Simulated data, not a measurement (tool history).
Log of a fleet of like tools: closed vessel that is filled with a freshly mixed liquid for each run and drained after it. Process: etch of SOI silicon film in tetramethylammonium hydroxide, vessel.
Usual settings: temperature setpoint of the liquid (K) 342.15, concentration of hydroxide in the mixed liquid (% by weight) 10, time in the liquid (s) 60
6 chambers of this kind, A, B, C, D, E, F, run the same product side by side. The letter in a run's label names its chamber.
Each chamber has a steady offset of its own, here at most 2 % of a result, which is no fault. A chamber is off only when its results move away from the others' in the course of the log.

run	hour	temperature setpoint of the liquid (K)	concentration of hydroxide in the mixed liquid (% by weight)	time in the liquid (s)	hours since the thermometer was replaced	hours since the hydroxide flow meter was replaced	read-back film thickness of the SOI silicon film reference wafer, read on the same gauge (nm)	thickness taken off the SOI silicon film on a monitor wafer (Å)
1B	8.2	342.15	10	60	713.8	533.4	110	3855.8
2D	16.7	342.15	10	60	591.9	235.4	109.99	3924
3F	25	342.15	10	60	1022.2	1137.1	110	3857.7
4C	31.1	342.15	10	60	511.3	454.5	109.97	3880.4
5E	37.9	342.15	7.5	60	886.1	912.8	109.97	4303.5
6A	45.9	342.15	7.5	60	297	562.4	110	4287.4
7B	51.5	342.15	7.5	60	757.1	576.7	109.99	4233.8
8F	63.3	342.15	7.5	60	1060.5	1175.4	109.97	4242
9D	71.2	342.15	7.5	60	646.4	289.9	110.01	4335.1
10E	80.3	342.15	7.5	60	928.5	955.2	110	4261.3
11A	87.2	342.15	10	60	338.3	603.7	109.98	3877.4
12C	92.6	342.15	10	60	572.8	516	109.97	3891.8
13B	103.5	349.65	8.5	60	809.1	628.7	110.02	6266.1
14F	115.5	349.65	8.5	60	1112.7	1227.6	110.01	6360.5
15D	121.5	349.65	8.5	60	696.7	340.2	110.01	6408.8
16E	128	349.65	8.5	60	976.2	1002.9	110.03	6387.5
17C	133.6	349.65	8.5	60	613.8	557	110	6432.8
18A	139.1	349.65	8.5	60	390.2	655.6	109.99	6325
19D	149	349.65	11.5	60	724.2	367.7	109.99	5718.6
# hour 158.5: chamber B: hydroxide flow meter replaced
20C	160.7	349.65	11.5	60	640.9	584.1	110.03	5742.7
# hour 162.5: chamber F: thermometer replaced
21F	171.2	349.65	11.5	60	8.8	1283.3	110.01	5674.8
# hour 177.5: chamber C: thermometer replaced
22B	181.9	349.65	11.5	60	887.5	23.5	109.99	5598.1
# hour 188.3: chamber E: hydroxide flow meter replaced
23E	192	349.65	11.5	60	1040.2	3.8	110.03	5733.8
# hour 197.7: chamber D: hydroxide flow meter replaced
24A	202.1	349.65	11.5	60	453.2	718.6	109.99	5668.7
25D	208.1	342.15	10	60	783.3	10.5	110	3915
26F	217.1	342.15	10	60	54.7	1329.2	109.99	3836.6
27A	224.6	342.15	10	60	475.7	741.1	109.99	3854.6
28B	229.9	342.15	10	60	935.5	71.5	109.99	3856.9
29C	237.8	342.15	10	60	60.3	661.2	110	3879.3
30E	246.3	342.15	10	60	1094.5	58.1	110	3885.4
31A	256.8	342.15	10	60	507.9	773.3	110	3868.4
32E	267.2	342.15	10	60	1115.4	79	109.99	3882.2
33F	274.6	342.15	10	60	112.2	1386.7	110.01	3831
34B	280.8	342.15	10	60	986.4	122.4	110.02	3863.2
35C	290.3	342.15	12.5	50	112.8	713.7	110	2963.2
36D	301.4	342.15	12.5	50	876.6	103.8	109.96	3014.9

What goes on in this fleet: one chamber off, a drifting gauge, or nothing beyond the chambers' own small offsets? Name the chamber and the cause, if any.

No chamber stands off beyond its own small offset, and the gauge holds steady.

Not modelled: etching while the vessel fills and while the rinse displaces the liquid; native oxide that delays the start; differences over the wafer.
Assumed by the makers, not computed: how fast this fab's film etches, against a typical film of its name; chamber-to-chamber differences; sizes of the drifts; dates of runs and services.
